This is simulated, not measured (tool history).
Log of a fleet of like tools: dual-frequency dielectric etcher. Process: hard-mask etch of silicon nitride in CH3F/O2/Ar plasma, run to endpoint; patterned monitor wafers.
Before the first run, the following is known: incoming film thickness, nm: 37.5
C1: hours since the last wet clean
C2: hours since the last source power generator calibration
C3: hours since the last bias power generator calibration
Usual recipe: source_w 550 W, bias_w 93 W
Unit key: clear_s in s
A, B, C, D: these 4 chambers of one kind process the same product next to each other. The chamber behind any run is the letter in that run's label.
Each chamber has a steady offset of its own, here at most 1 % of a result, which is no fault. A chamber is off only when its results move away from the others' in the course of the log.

Run 1A, hour 2.8: usual settings; C1 35.2; C2 2592.6; C3 1277.1. Result: clear_s 43.75 s.
Run 2D, hour 5.7: usual settings; C1 306.2; C2 2967; C3 1729.1. Result: clear_s 44.153 s.
Run 3B, hour 10.2: usual settings; C1 272.2; C2 190.3; C3 1882.7. Result: clear_s 43.793 s.
Run 4C, hour 13.2: usual settings; C1 188.8; C2 1931.3; C3 3862.1. Result: clear_s 44.551 s.
Run 5C, hour 15.3: usual settings; C1 190.9; C2 1933.4; C3 3864.2. Result: clear_s 44.494 s.
Run 6D, hour 19.1: usual settings; C1 319.6; C2 2980.4; C3 1742.5. Result: clear_s 43.824 s.
Run 7B, hour 22.3: usual settings; C1 284.3; C2 202.4; C3 1894.8. Result: clear_s 44.117 s.
Run 8A, hour 25: usual settings; C1 57.4; C2 2614.8; C3 1299.3. Result: clear_s 43.809 s.
Run 9B, hour 28.1: usual settings; C1 290.1; C2 208.2; C3 1900.6. Result: clear_s 43.697 s.
Run 10A, hour 31.8: usual settings; C1 64.2; C2 2621.6; C3 1306.1. Result: clear_s 44.163 s.
Run 11C, hour 33.8: usual settings; C1 209.4; C2 1951.9; C3 3882.7. Result: clear_s 44.225 s.
Run 12D, hour 38.1: usual settings; C1 338.6; C2 2999.4; C3 1761.5. Result: clear_s 44.143 s.
Run 13C, hour 42.5: usual settings but bias_w 85 W; C1 218.1; C2 1960.6; C3 3891.4. Result: clear_s 45.477 s.
Run 14D, hour 46.3: usual settings but bias_w 85 W; C1 346.8; C2 3007.6; C3 1769.7. Result: clear_s 45.084 s.
Run 15B, hour 49.5: usual settings but bias_w 85 W; C1 311.5; C2 229.6; C3 1922. Result: clear_s 45.589 s.
Run 16A, hour 52.4: usual settings but bias_w 85 W; C1 84.8; C2 2642.2; C3 1326.7. Result: clear_s 45.228 s.
Run 17D, hour 56.7: usual settings; C1 357.2; C2 3018; C3 1780.1. Result: clear_s 43.956 s.
Run 18B, hour 60.3: usual settings; C1 322.3; C2 240.4; C3 1932.8. Result: clear_s 44.076 s.
At hour 62.4: chamber D: wet clean of the chamber.
Run 19C, hour 64: usual settings; C1 239.6; C2 1982.1; C3 3912.9. Result: clear_s 44.344 s.
Run 20A, hour 68.1: usual settings; C1 100.5; C2 2657.9; C3 1342.4. Result: clear_s 43.634 s.
Run 21A, hour 71.3: usual settings; C1 103.7; C2 2661.1; C3 1345.6. Result: clear_s 43.587 s.
Run 22D, hour 74.7: usual settings; C1 12.3; C2 3036; C3 1798.1. Result: clear_s 42.4 s.
Run 23C, hour 78.6: usual settings; C1 254.2; C2 1996.7; C3 3927.5. Result: clear_s 44.209 s.
Run 24B, hour 83.2: usual settings; C1 345.2; C2 263.3; C3 1955.7. Result: clear_s 43.936 s.
Run 25C, hour 86.9: usual settings but source_w 630 W; C1 262.5; C2 2005; C3 3935.8. Result: clear_s 42.279 s.
Run 26D, hour 89: usual settings but source_w 630 W; C1 26.6; C2 3050.3; C3 1812.4. Result: clear_s 40.114 s.
Run 27B, hour 93: usual settings but source_w 630 W; C1 355; C2 273.1; C3 1965.5. Result: clear_s 41.888 s.
Run 28A, hour 96.1: usual settings but source_w 630 W; C1 128.5; C2 2685.9; C3 1370.4. Result: clear_s 41.355 s.
Run 29D, hour 99.1: usual settings but source_w 500 W, bias_w 75 W; C1 36.7; C2 3060.4; C3 1822.5. Result: clear_s 47.238 s.
Run 30C, hour 101.9: usual settings but source_w 500 W, bias_w 75 W; C1 277.5; C2 2020; C3 3950.8. Result: clear_s 49.585 s.

All 4 chambers run these settings next. Forecast each chamber's results:
Run 31A, hour 105.2: usual settings. Result: clear_s ?.
Run 31B, hour 105.2: usual settings. Result: clear_s ?.
Run 31C, hour 105.2: usual settings. Result: clear_s ?.
Run 31D, hour 105.2: usual settings. Result: clear_s ?.

run  clear_s
31A    43.93
31B   44.242
31C   43.868
31D   42.224
